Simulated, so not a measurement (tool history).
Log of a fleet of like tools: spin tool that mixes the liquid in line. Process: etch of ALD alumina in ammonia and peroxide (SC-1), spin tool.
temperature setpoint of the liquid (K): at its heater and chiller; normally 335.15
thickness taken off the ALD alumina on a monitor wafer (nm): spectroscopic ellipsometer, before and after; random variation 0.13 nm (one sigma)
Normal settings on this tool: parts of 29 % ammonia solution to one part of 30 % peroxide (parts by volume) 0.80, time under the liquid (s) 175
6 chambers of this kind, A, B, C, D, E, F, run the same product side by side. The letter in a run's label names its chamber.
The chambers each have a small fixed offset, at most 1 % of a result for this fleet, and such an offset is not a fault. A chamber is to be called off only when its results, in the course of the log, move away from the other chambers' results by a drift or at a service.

run	hour	temperature setpoint of the liquid (K)	parts of 29 % ammonia solution to one part of 30 % peroxide (parts by volume)	time under the liquid (s)	read-back film thickness of the ALD alumina reference wafer, read on the same gauge (nm)	thickness taken off the ALD alumina on a monitor wafer (nm)
1B	9.4	335.15	0.80	175	99.982	14.696
2D	19.4	335.15	0.80	175	100.000	14.515
3F	31.4	335.15	0.80	175	99.983	14.589
4E	44.7	335.15	0.80	175	100.010	14.600
5C	55.0	335.15	0.80	175	100.010	14.582
6A	67.8	335.15	0.80	175	99.979	14.410
7A	74.3	335.15	0.80	175	99.991	14.336
8F	87.8	335.15	0.80	175	99.997	14.553
9C	95.4	335.15	1.00	125	100.020	10.617
10D	106.8	335.15	1.00	125	100.010	10.468
11B	113.3	335.15	1.00	125	99.999	10.561
12E	120.7	335.15	1.00	125	99.973	10.609
13F	128.6	335.15	1.00	125	100.020	10.740
14E	140.7	335.15	1.00	125	100.020	10.679
15C	148.4	335.15	0.80	175	100.020	14.749
16B	155.7	335.15	0.80	175	99.991	14.610
17D	164.9	335.15	0.80	175	100.010	14.591
# hour 168.3: chamber A: new drum of ammonia solution connected
18A	172.3	335.15	0.80	175	100.010	14.803
19D	185.1	335.15	0.80	175	100.020	14.415
# hour 188.0: chamber D: ammonia flow meter replaced
# hour 194.0: chamber C: ammonia flow meter replaced
20C	196.1	335.15	0.80	175	99.958	14.452
21B	206.6	335.15	0.80	175	99.989	14.365
22E	213.6	335.15	0.80	175	100.010	14.707
23F	227.1	335.15	0.80	175	100.030	14.530
24A	237.5	335.15	0.80	175	100.020	15.068
# hour 242.0: chamber F: ammonia flow meter replaced
25E	243.5	335.15	0.80	175	99.974	14.801
# hour 247.1: chamber D: thermometer replaced
26C	256.5	335.15	0.80	175	99.975	14.489
27B	268.6	335.15	0.80	175	99.973	14.275
28D	274.5	335.15	0.80	175	99.998	14.441
# hour 285.4: chamber E: new drum of ammonia solution connected
29A	286.7	343.15	1.15	175	100.020	23.343
30F	298.7	343.15	1.15	175	99.981	22.121
31B	312.5	343.15	1.15	175	100.030	22.551
32F	318.5	343.15	1.15	175	100.050	22.366
33E	331.8	343.15	1.15	175	100.020	22.441
34A	344.9	343.15	1.15	175	100.010	24.139
35D	355.7	335.15	0.80	175	99.982	14.460
# hour 363.3: chamber E: thermometer replaced
36C	364.9	335.15	0.80	175	99.989	14.599
37E	375.3	335.15	0.80	175	99.994	14.687
38A	385.3	335.15	0.65	265	99.970	23.677
39D	396.0	335.15	0.65	265	99.975	21.426
40C	404.7	335.15	0.65	265	99.989	21.936
41F	413.9	335.15	0.65	265	99.989	21.873

Does one chamber stand apart from the rest, does the shared gauge drift, or is all well apart from small per-chamber offsets? Give the chamber and the most likely cause, where there is one.

It is chamber A that slowly wanders off from its peers.
What lies behind it: liquid hotter than its thermometer reads (K) = 1.89.

Chamber A could run next with any of the 4 candidate recipes listed below; each alters the usual settings, and their results appear as question marks. Which one brings its results back in line with what the other chambers deliver on the usual settings?
In line here means within this much of the mean the other chambers give on the usual settings: thickness taken off the ALD alumina on a monitor wafer (nm) 0.440
42A-1	423.7	335.65	0.80	185		?
42A-2	423.7	335.15	0.80	145		?
42A-3	423.7	335.15	0.80	215		?
42A-4	423.7	334.65	0.80	165		?

The other chambers' mean on the usual settings: thickness taken off the ALD alumina on a monitor wafer (nm) 14.560
run	thickness taken off the ALD alumina on a monitor wafer (nm)
42A-1	17.301
42A-2	13.226
42A-3	19.611
42A-4	14.678
With 42A-4, the chamber falls back in line with the rest.

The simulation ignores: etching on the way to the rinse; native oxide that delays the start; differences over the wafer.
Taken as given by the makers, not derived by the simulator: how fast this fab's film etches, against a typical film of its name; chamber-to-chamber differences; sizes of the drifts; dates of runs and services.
